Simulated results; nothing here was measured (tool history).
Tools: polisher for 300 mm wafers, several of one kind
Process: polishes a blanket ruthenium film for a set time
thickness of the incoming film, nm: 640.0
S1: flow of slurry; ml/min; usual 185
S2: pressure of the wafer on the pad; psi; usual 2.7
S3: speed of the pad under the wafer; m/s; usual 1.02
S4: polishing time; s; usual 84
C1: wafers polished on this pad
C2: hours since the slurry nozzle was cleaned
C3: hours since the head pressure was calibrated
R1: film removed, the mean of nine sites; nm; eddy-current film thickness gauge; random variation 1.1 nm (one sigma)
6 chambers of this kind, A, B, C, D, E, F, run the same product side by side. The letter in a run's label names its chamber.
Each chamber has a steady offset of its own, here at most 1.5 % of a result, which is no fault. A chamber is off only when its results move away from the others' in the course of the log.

{"run": "1C", "hour": 6.0, "S1": 185, "S2": 2.7, "S3": 1.02, "S4": 84, "C1": 84, "C2": 426.4, "C3": 809.3, "R1": 107.76}
{"run": "2E", "hour": 11.1, "S1": 185, "S2": 2.7, "S3": 1.02, "S4": 84, "C1": 606, "C2": 165.3, "C3": 791.9, "R1": 107.7}
{"hour": 13.5, "done": "chamber B: worn pad replaced by a new one"}
{"run": "3D", "hour": 17.4, "S1": 185, "S2": 2.7, "S3": 1.02, "S4": 84, "C1": 534, "C2": 44.9, "C3": 756.9, "R1": 108.11}
{"run": "4F", "hour": 21.4, "S1": 185, "S2": 2.7, "S3": 1.02, "S4": 84, "C1": 488, "C2": 318.4, "C3": 223.1, "R1": 107.67}
{"run": "5B", "hour": 27.7, "S1": 185, "S2": 2.7, "S3": 1.02, "S4": 84, "C1": 144, "C2": 603.7, "C3": 156.7, "R1": 109.92}
{"run": "6A", "hour": 34.1, "S1": 185, "S2": 1.8, "S3": 0.72, "S4": 84, "C1": 441, "C2": 136.6, "C3": 823.4, "R1": 49.922}
{"run": "7B", "hour": 39.7, "S1": 185, "S2": 1.8, "S3": 0.72, "S4": 84, "C1": 266, "C2": 615.7, "C3": 168.7, "R1": 50.657}
{"run": "8C", "hour": 44.4, "S1": 185, "S2": 1.8, "S3": 0.72, "S4": 84, "C1": 474, "C2": 464.8, "C3": 847.7, "R1": 49.667}
{"hour": 46.6, "done": "chamber C: slurry nozzle cleaned"}
{"run": "9A", "hour": 49.5, "S1": 185, "S2": 1.8, "S3": 0.72, "S4": 84, "C1": 597, "C2": 152, "C3": 838.8, "R1": 50.924}
{"run": "10E", "hour": 53.4, "S1": 185, "S2": 1.8, "S3": 0.72, "S4": 84, "C1": 1034, "C2": 207.6, "C3": 834.2, "R1": 49.918}
{"run": "11F", "hour": 60.3, "S1": 185, "S2": 1.8, "S3": 0.72, "S4": 84, "C1": 883, "C2": 357.3, "C3": 262, "R1": 50.625}
{"hour": 62.8, "done": "chamber A: worn pad replaced by a new one"}
{"hour": 62.8, "done": "chamber E: worn pad replaced by a new one"}
{"run": "12D", "hour": 66.7, "S1": 185, "S2": 2.7, "S3": 1.02, "S4": 84, "C1": 1034, "C2": 94.2, "C3": 806.2, "R1": 109.5}
{"hour": 71.6, "done": "chamber F: worn pad replaced by a new one"}
{"run": "13A", "hour": 71.8, "S1": 185, "S2": 2.7, "S3": 1.02, "S4": 84, "C1": 92, "C2": 174.3, "C3": 861.1, "R1": 107.45}
{"run": "14F", "hour": 76.4, "S1": 185, "S2": 2.7, "S3": 1.26, "S4": 103, "C1": 49, "C2": 373.4, "C3": 278.1, "R1": 163.87}
{"hour": 77.8, "done": "chamber B: worn pad replaced by a new one"}
{"run": "15D", "hour": 81.1, "S1": 185, "S2": 2.7, "S3": 1.26, "S4": 103, "C1": 1180, "C2": 108.6, "C3": 820.6, "R1": 164.81}
{"hour": 82.8, "done": "chamber D: worn pad replaced by a new one"}
{"run": "16E", "hour": 84.7, "S1": 185, "S2": 2.7, "S3": 1.26, "S4": 103, "C1": 222, "C2": 238.9, "C3": 865.5, "R1": 162.59}
{"run": "17B", "hour": 91.4, "S1": 185, "S2": 2.7, "S3": 1.26, "S4": 103, "C1": 138, "C2": 667.4, "C3": 220.4, "R1": 163.89}
{"run": "18C", "hour": 98.7, "S1": 185, "S2": 2.7, "S3": 1.26, "S4": 103, "C1": 1024, "C2": 52.2, "C3": 902, "R1": 163.53}
{"run": "19F", "hour": 104.4, "S1": 185, "S2": 2.7, "S3": 1.26, "S4": 103, "C1": 333, "C2": 401.4, "C3": 306.1, "R1": 160.84}
{"hour": 109.6, "done": "chamber C: worn pad replaced by a new one"}
{"run": "20A", "hour": 111.9, "S1": 185, "S2": 1.9, "S3": 0.76, "S4": 84, "C1": 498, "C2": 214.4, "C3": 901.2, "R1": 56.624}
{"run": "21D", "hour": 115.9, "S1": 185, "S2": 1.9, "S3": 0.76, "S4": 84, "C1": 335, "C2": 143.4, "C3": 855.4, "R1": 57.014}
{"hour": 118.8, "done": "chamber E: slurry nozzle cleaned"}
{"run": "22C", "hour": 119.7, "S1": 185, "S2": 1.9, "S3": 0.76, "S4": 84, "C1": 102, "C2": 73.2, "C3": 923, "R1": 57.569}
{"hour": 124.2, "done": "chamber A: worn pad replaced by a new one"}
{"run": "23E", "hour": 125.9, "S1": 185, "S2": 1.9, "S3": 0.76, "S4": 84, "C1": 640, "C2": 7.2, "C3": 906.7, "R1": 55.609}
{"run": "24B", "hour": 133.1, "S1": 185, "S2": 1.9, "S3": 0.76, "S4": 84, "C1": 561, "C2": 709.1, "C3": 262.1, "R1": 55.932}
{"hour": 135.6, "done": "chamber B: worn pad replaced by a new one"}
{"run": "25F", "hour": 137.7, "S1": 185, "S2": 1.9, "S3": 0.76, "S4": 84, "C1": 671, "C2": 434.7, "C3": 339.4, "R1": 56.46}
{"run": "26C", "hour": 141.2, "S1": 185, "S2": 2.7, "S3": 1.02, "S4": 84, "C1": 320, "C2": 94.7, "C3": 944.5, "R1": 109.17}
{"run": "27B", "hour": 148.2, "S1": 185, "S2": 2.7, "S3": 1.02, "S4": 84, "C1": 128, "C2": 724.2, "C3": 277.2, "R1": 107.31}
{"run": "28D", "hour": 155.1, "S1": 185, "S2": 2.7, "S3": 1.02, "S4": 84, "C1": 733, "C2": 182.6, "C3": 894.6, "R1": 109.11}
{"run": "29E", "hour": 159.2, "S1": 185, "S2": 2.7, "S3": 1.02, "S4": 84, "C1": 977, "C2": 40.5, "C3": 940, "R1": 107.62}
{"run": "30A", "hour": 166.7, "S1": 185, "S2": 3.2, "S3": 1.02, "S4": 74, "C1": 431, "C2": 269.2, "C3": 956, "R1": 112.22}
{"run": "31B", "hour": 173.2, "S1": 185, "S2": 3.2, "S3": 1.02, "S4": 74, "C1": 381, "C2": 749.2, "C3": 302.2, "R1": 110.98}
{"hour": 174.6, "done": "chamber F: worn pad replaced by a new one"}
{"hour": 177.0, "done": "chamber D: worn pad replaced by a new one"}
{"hour": 177.6, "done": "chamber E: worn pad replaced by a new one"}
{"run": "32E", "hour": 179.4, "S1": 185, "S2": 3.2, "S3": 1.02, "S4": 74, "C1": 18, "C2": 60.7, "C3": 960.2, "R1": 112.11}
{"hour": 186.2, "done": "chamber A: worn pad replaced by a new one"}
{"hour": 186.6, "done": "chamber B: worn pad replaced by a new one"}
{"run": "33C", "hour": 186.9, "S1": 185, "S2": 3.2, "S3": 1.02, "S4": 74, "C1": 784, "C2": 140.4, "C3": 990.2, "R1": 114.25}
{"run": "34D", "hour": 192.2, "S1": 185, "S2": 3.2, "S3": 1.02, "S4": 74, "C1": 154, "C2": 219.7, "C3": 931.7, "R1": 111.09}
{"run": "35F", "hour": 196.6, "S1": 185, "S2": 3.2, "S3": 1.02, "S4": 74, "C1": 223, "C2": 493.6, "C3": 398.3, "R1": 108.2}
{"run": "36A", "hour": 202.6, "S1": 185, "S2": 2.7, "S3": 1.02, "S4": 84, "C1": 166, "C2": 305.1, "C3": 991.9, "R1": 108.75}
{"run": "37B", "hour": 208.1, "S1": 185, "S2": 2.7, "S3": 1.02, "S4": 84, "C1": 218, "C2": 784.1, "C3": 337.1, "R1": 107.49}

Is one chamber off against the others, does the gauge drift, or is nothing wrong? If a chamber is off, say which, and what the likeliest cause is.

Chamber F drifts away from the others.
Cause: head's pressure below its setpoint, % = 6.38.
The log may not tell that from: slurry flow missing at the pad, %.

Here are 4 candidates for chamber F's next run, each the usual settings with a change, their results left as question marks. Which one brings its results back in line with what the others give on the usual settings?
In line means no further than this from the other chambers' mean on the usual settings: R1 3.7 nm
{"run": "38F-1", "hour": 213.6, "S1": 185, "S2": 2.5, "S3": 1.02, "S4": 84, "R1": "?"}
{"run": "38F-2", "hour": 213.6, "S1": 185, "S2": 2.7, "S3": 1.06, "S4": 87, "R1": "?"}
{"run": "38F-3", "hour": 213.6, "S1": 185, "S2": 2.6, "S3": 0.98, "S4": 80, "R1": "?"}
{"run": "38F-4", "hour": 213.6, "S1": 185, "S2": 2.8, "S3": 1.08, "S4": 88, "R1": "?"}

The other chambers' mean on the usual settings: R1 107.77 nm
run=38F-1 R1=93.794
run=38F-2 R1=108.98
run=38F-3 R1=89.227
run=38F-4 R1=116.45
38F-2 brings the chamber back in line.
